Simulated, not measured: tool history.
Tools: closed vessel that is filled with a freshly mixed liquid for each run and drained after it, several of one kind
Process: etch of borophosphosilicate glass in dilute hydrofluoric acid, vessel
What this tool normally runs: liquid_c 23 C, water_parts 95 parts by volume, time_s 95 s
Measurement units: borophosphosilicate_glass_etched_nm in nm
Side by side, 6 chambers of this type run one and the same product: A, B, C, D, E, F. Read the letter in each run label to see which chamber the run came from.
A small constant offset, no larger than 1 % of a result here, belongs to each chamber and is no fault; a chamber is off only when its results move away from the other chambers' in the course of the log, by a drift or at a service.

run   hour  liquid_c  water_parts  time_s  read-back film thickness of the borophosphosilicate glass reference wafer, read on the same gauge (nm)  borophosphosilicate_glass_etched_nm
 1E    8.1        23           95      95                                                                                                  139.98                               53.396
 2D   15.6        23           95      95                                                                                                  139.98                               52.207
 3A   26.7        23           95      95                                                                                                  139.99                               51.932
 4F   36.6        23           95      95                                                                                                     140                               52.593
 5C   51.5        23           95      95                                                                                                  140.02                               52.869
 6B     60        23           95      95                                                                                                  139.99                               52.302
 7C   66.9        23           95      95                                                                                                  140.04                               52.328
 8B   78.2        26           95      95                                                                                                  140.06                                59.38
 9F   85.7        26           95      95                                                                                                  139.99                               61.059
10E   94.4        26           95      95                                                                                                     140                                59.97
11D  109.7        26           95      95                                                                                                     140                                59.13
12A  118.1        26           95      95                                                                                                  140.02                               59.195
13A  125.8        26           95      95                                                                                                  140.02                               59.235
14B  136.2        23           95      95                                                                                                  139.98                               52.933
15E  143.8        23           95      95                                                                                                     140                               52.652
     146.3  -- chamber C: thermometer replaced
       150  -- chamber D: hydrofluoric acid flow meter replaced
16C  151.6        23           95      95                                                                                                  140.03                               53.518
17D  165.5        23           95      95                                                                                                     140                               53.787
18F  177.6        23           95      95                                                                                                  139.99                               55.043
19E  189.6        23           95      95                                                                                                     140                               52.476
     190.1  -- chamber B: hydrofluoric acid flow meter replaced
20D  204.9      24.5           95      70                                                                                                  139.97                                41.29
21C  213.7      24.5           95      70                                                                                                  139.98                               41.635
22B  220.7      24.5           95      70                                                                                                  140.03                               40.891
23F  234.8      24.5           95      70                                                                                                  140.01                               44.167
24A  244.3      24.5           95      70                                                                                                  140.01                               39.938
25D  258.7      24.5           95      70                                                                                                     140                               40.885
26F  268.1        23           95      55                                                                                                     140                               32.623
27E  281.1        23           95      55                                                                                                  139.99                               30.028
28B  288.1        23           95      55                                                                                                  140.01                               30.429
29C  298.9        23           95      55                                                                                                  140.03                               30.487
30A  308.1        23           95      55                                                                                                  139.97                               30.019
31D  319.9        23           95      55                                                                                                  139.98                               30.317
32C  331.7        23           95     135                                                                                                  140.04                               75.027
33F  340.3        23           95     135                                                                                                  140.02                               80.636
34A  350.3        23           95     135                                                                                                     140                               73.995
35E  365.3        23           95     135                                                                                                  140.03                               75.298
36B    379        23           95     135                                                                                                  140.04                                75.14
37A  394.2        23           95     135                                                                                                  140.04                               73.309
38D  402.6        25           95      95                                                                                                  140.01                               57.525
39B  415.1        25           95      95                                                                                                  139.97                               56.983
40E  430.2        25           95      95                                                                                                  139.97                               57.436
41F  442.4        25           95      95                                                                                                  140.02                               63.958
42C  454.2        25           95      95                                                                                                  139.99                                56.99

Is one chamber out of step, is the gauge drifting, or do the chambers differ by no more than their own small offsets? For an off chamber, give its letter and the likeliest cause.

It is chamber F that slowly wanders off from its peers.
Likeliest cause: hydrofluoric acid flow above the setpoint (%) = 11.5.
The log may not tell that from: liquid hotter than its thermometer reads (K).

Below are 4 candidate recipes for chamber F's next run, each the usual settings with a change, their results shown as question marks. Which of them brings F's results back in line with what the other chambers give on the usual settings?
In line means no further than this from the other chambers' mean on the usual settings: borophosphosilicate_glass_etched_nm 1.6 nm
43F-1  465.3        29           95      95                                                                                                                                            ?
43F-2  465.3        17           95      95                                                                                                                                            ?
43F-3  465.3        23           85      95                                                                                                                                            ?
43F-4  465.3      22.5          105      95                                                                                                                                            ?

Usual-settings mean across the other chambers: borophosphosilicate_glass_etched_nm 52.487 nm
  run  borophosphosilicate_glass_etched_nm
43F-1                               75.129
43F-2                               46.083
43F-3                               67.052
43F-4                                51.86
With 43F-4, the chamber falls back in line with the rest.
